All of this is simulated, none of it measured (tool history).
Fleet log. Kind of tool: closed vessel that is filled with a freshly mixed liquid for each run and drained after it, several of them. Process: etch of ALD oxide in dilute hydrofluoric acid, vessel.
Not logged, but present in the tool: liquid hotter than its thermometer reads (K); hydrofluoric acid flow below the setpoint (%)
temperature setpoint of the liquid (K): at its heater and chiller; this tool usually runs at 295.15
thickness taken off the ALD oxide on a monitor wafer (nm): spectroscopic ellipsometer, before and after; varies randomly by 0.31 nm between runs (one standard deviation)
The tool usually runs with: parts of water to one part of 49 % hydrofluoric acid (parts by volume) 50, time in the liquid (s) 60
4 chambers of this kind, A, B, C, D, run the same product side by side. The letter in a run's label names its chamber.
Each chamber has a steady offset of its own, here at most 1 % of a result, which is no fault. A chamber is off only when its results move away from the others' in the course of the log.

run,hour,temperature setpoint of the liquid (K),parts of water to one part of 49 % hydrofluoric acid (parts by volume),time in the liquid (s),hours since the thermometer was replaced,hours since the hydrofluoric acid flow meter was replaced,"read-back film thickness of the ALD oxide reference wafer, read on the same gauge (nm)",thickness taken off the ALD oxide on a monitor wafer (nm)
1D,15.1,295.15,50,60,1493.9,688.6,59.992,38.710
# hour 28.9: chamber A: thermometer replaced
2A,29.2,295.15,50,60,0.4,863.3,59.966,38.448
3C,38.2,295.15,50,60,935.4,289.7,60.004,38.776
4B,51.7,295.15,50,60,637.6,1330.0,60.020,38.319
5C,61.4,295.15,50,60,958.6,312.9,59.996,38.525
# hour 71.1: chamber A: hydrofluoric acid flow meter replaced
6B,77.1,295.15,50,60,663.0,1355.4,59.937,38.609
7A,87.2,295.15,50,60,58.4,16.2,60.004,38.905
8D,98.1,295.15,30,35,1576.9,771.6,60.004,38.138
9C,113.9,295.15,30,35,1011.1,365.4,60.026,38.919
10A,123.9,295.15,30,35,95.1,52.9,60.014,37.705
11B,138.1,295.15,30,35,724.0,1416.4,60.001,38.931
12D,150.0,295.15,50,60,1628.8,823.5,59.998,38.409
13B,160.2,293.15,50,60,746.1,1438.5,59.992,34.449
14A,175.1,293.15,50,60,146.3,104.1,59.968,35.294
15D,186.6,293.15,50,60,1665.4,860.1,59.994,35.551
16C,195.5,293.15,50,60,1092.7,447.0,60.037,35.643
17D,205.7,295.15,50,60,1684.5,879.2,60.008,37.638
18C,219.6,295.15,50,60,1116.8,471.1,59.989,38.505
19B,229.8,299.65,35,60,815.7,1508.1,60.049,66.414
# hour 237.7: chamber C: hydrofluoric acid flow meter replaced
20A,238.6,299.65,35,60,209.8,167.6,59.984,66.456
21A,248.6,299.65,35,60,219.8,177.6,60.019,66.723
22C,263.0,299.65,35,60,1160.2,25.4,60.005,68.768
23D,270.0,295.15,50,60,1748.8,943.5,60.029,37.977
24B,279.1,295.15,60,60,865.0,1557.4,59.999,29.659
25D,287.5,295.15,60,60,1766.3,961.0,60.021,31.472
26A,300.2,295.15,60,60,271.4,229.2,59.977,31.673
27C,308.8,295.15,60,60,1206.0,71.2,60.028,32.105
28B,324.6,295.15,50,60,910.5,1602.9,60.015,36.817
# hour 333.7: chamber D: hydrofluoric acid flow meter replaced
29D,340.2,295.15,50,60,1819.0,6.5,60.025,38.661
30B,348.8,298.15,50,80,934.7,1627.1,59.968,54.223
31C,356.8,298.15,50,80,1254.0,119.2,60.002,59.047
32A,366.9,298.15,50,80,338.1,295.9,59.997,57.749
33C,374.8,298.15,50,80,1272.0,137.2,59.953,58.855
34D,382.9,295.15,50,60,1861.7,49.2,60.013,38.607

For the next run the whole fleet of 4 chambers uses the same settings. Give each chamber's results:
35A,394.6,295.15,50,60,,,,?
35B,394.6,295.15,50,60,,,,?
35C,394.6,295.15,50,60,,,,?
35D,394.6,295.15,50,60,,,,?

run,thickness taken off the ALD oxide on a monitor wafer (nm)
35A,38.804
35B,36.276
35C,39.221
35D,37.960
